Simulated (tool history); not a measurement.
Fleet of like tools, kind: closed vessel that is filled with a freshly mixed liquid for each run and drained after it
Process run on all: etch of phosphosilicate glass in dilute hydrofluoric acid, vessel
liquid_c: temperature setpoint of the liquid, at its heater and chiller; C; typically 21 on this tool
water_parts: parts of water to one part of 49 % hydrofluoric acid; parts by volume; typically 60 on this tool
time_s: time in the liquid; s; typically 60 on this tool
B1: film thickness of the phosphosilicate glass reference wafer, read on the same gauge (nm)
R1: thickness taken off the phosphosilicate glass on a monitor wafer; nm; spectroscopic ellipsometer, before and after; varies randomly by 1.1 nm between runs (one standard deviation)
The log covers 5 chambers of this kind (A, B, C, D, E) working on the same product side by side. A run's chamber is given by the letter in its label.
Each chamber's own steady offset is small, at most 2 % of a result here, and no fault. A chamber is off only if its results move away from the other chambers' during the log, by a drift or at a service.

run 1E day=0.483 | liquid_c=21 water_parts=60 time_s=60 | B1=29.993 | R1=149.45
run 2A day=0.95 | liquid_c=21 water_parts=60 time_s=60 | B1=30.023 | R1=150.48
run 3B day=1.417 | liquid_c=21 water_parts=60 time_s=60 | B1=30.03 | R1=151.86
run 4C day=1.967 | liquid_c=21 water_parts=60 time_s=60 | B1=29.971 | R1=152.24
run 5D day=2.496 | liquid_c=21 water_parts=60 time_s=60 | B1=30 | R1=148.65
run 6D day=2.892 | liquid_c=21 water_parts=60 time_s=60 | B1=29.976 | R1=153.61
run 7C day=3.438 | liquid_c=23 water_parts=85 time_s=60 | B1=29.995 | R1=114.39
run 8B day=3.812 | liquid_c=23 water_parts=85 time_s=60 | B1=29.99 | R1=112.88
-- day=4.062 chamber E: thermometer replaced
run 9A day=4.246 | liquid_c=23 water_parts=85 time_s=60 | B1=30.006 | R1=112.7
run 10E day=4.579 | liquid_c=23 water_parts=85 time_s=60 | B1=29.996 | R1=110.85
run 11C day=4.971 | liquid_c=23 water_parts=85 time_s=60 | B1=29.986 | R1=113.49
run 12E day=5.408 | liquid_c=21 water_parts=60 time_s=60 | B1=29.993 | R1=150.73
run 13D day=5.779 | liquid_c=21 water_parts=60 time_s=60 | B1=30.01 | R1=150.56
run 14B day=6.054 | liquid_c=21 water_parts=60 time_s=60 | B1=30.022 | R1=152.79
run 15A day=6.304 | liquid_c=21 water_parts=60 time_s=60 | B1=29.997 | R1=152.67
run 16A day=6.792 | liquid_c=21 water_parts=60 time_s=60 | B1=29.957 | R1=150.85
run 17E day=7.25 | liquid_c=21 water_parts=60 time_s=60 | B1=30.033 | R1=148.84
run 18D day=7.692 | liquid_c=21 water_parts=60 time_s=60 | B1=30.009 | R1=149.43
run 19B day=8.192 | liquid_c=21 water_parts=60 time_s=60 | B1=29.993 | R1=152.58
run 20C day=8.658 | liquid_c=21 water_parts=60 time_s=60 | B1=30.033 | R1=155.39
run 21C day=8.946 | liquid_c=21 water_parts=60 time_s=60 | B1=29.975 | R1=160.13
run 22E day=9.317 | liquid_c=21 water_parts=60 time_s=60 | B1=29.971 | R1=150.8
run 23A day=9.788 | liquid_c=21 water_parts=60 time_s=60 | B1=30.019 | R1=153.27
run 24D day=10.067 | liquid_c=21 water_parts=60 time_s=60 | B1=29.981 | R1=150.19
run 25B day=10.362 | liquid_c=21 water_parts=60 time_s=60 | B1=29.994 | R1=152.51
run 26B day=10.85 | liquid_c=21 water_parts=60 time_s=60 | B1=30.005 | R1=154.23
run 27D day=11.179 | liquid_c=21 water_parts=60 time_s=60 | B1=29.951 | R1=150.18
run 28A day=11.475 | liquid_c=21 water_parts=60 time_s=60 | B1=30.023 | R1=153.51
run 29E day=11.879 | liquid_c=21 water_parts=60 time_s=60 | B1=30.015 | R1=149.51
run 30C day=12.325 | liquid_c=21 water_parts=60 time_s=60 | B1=30.042 | R1=158.93
run 31C day=12.796 | liquid_c=21 water_parts=60 time_s=60 | B1=30.012 | R1=160.64
run 32A day=13.262 | liquid_c=21 water_parts=60 time_s=60 | B1=30.011 | R1=151.86

All 5 chambers run these settings next. Forecast each chamber's results:
run 33A day=13.658 | liquid_c=18 water_parts=60 time_s=60 | R1=?
run 33B day=13.658 | liquid_c=18 water_parts=60 time_s=60 | R1=?
run 33C day=13.658 | liquid_c=18 water_parts=60 time_s=60 | R1=?
run 33D day=13.658 | liquid_c=18 water_parts=60 time_s=60 | R1=?
run 33E day=13.658 | liquid_c=18 water_parts=60 time_s=60 | R1=?

run=33A R1=134.85
run=33B R1=133.91
run=33C R1=142.82
run=33D R1=134.46
run=33E R1=131.1
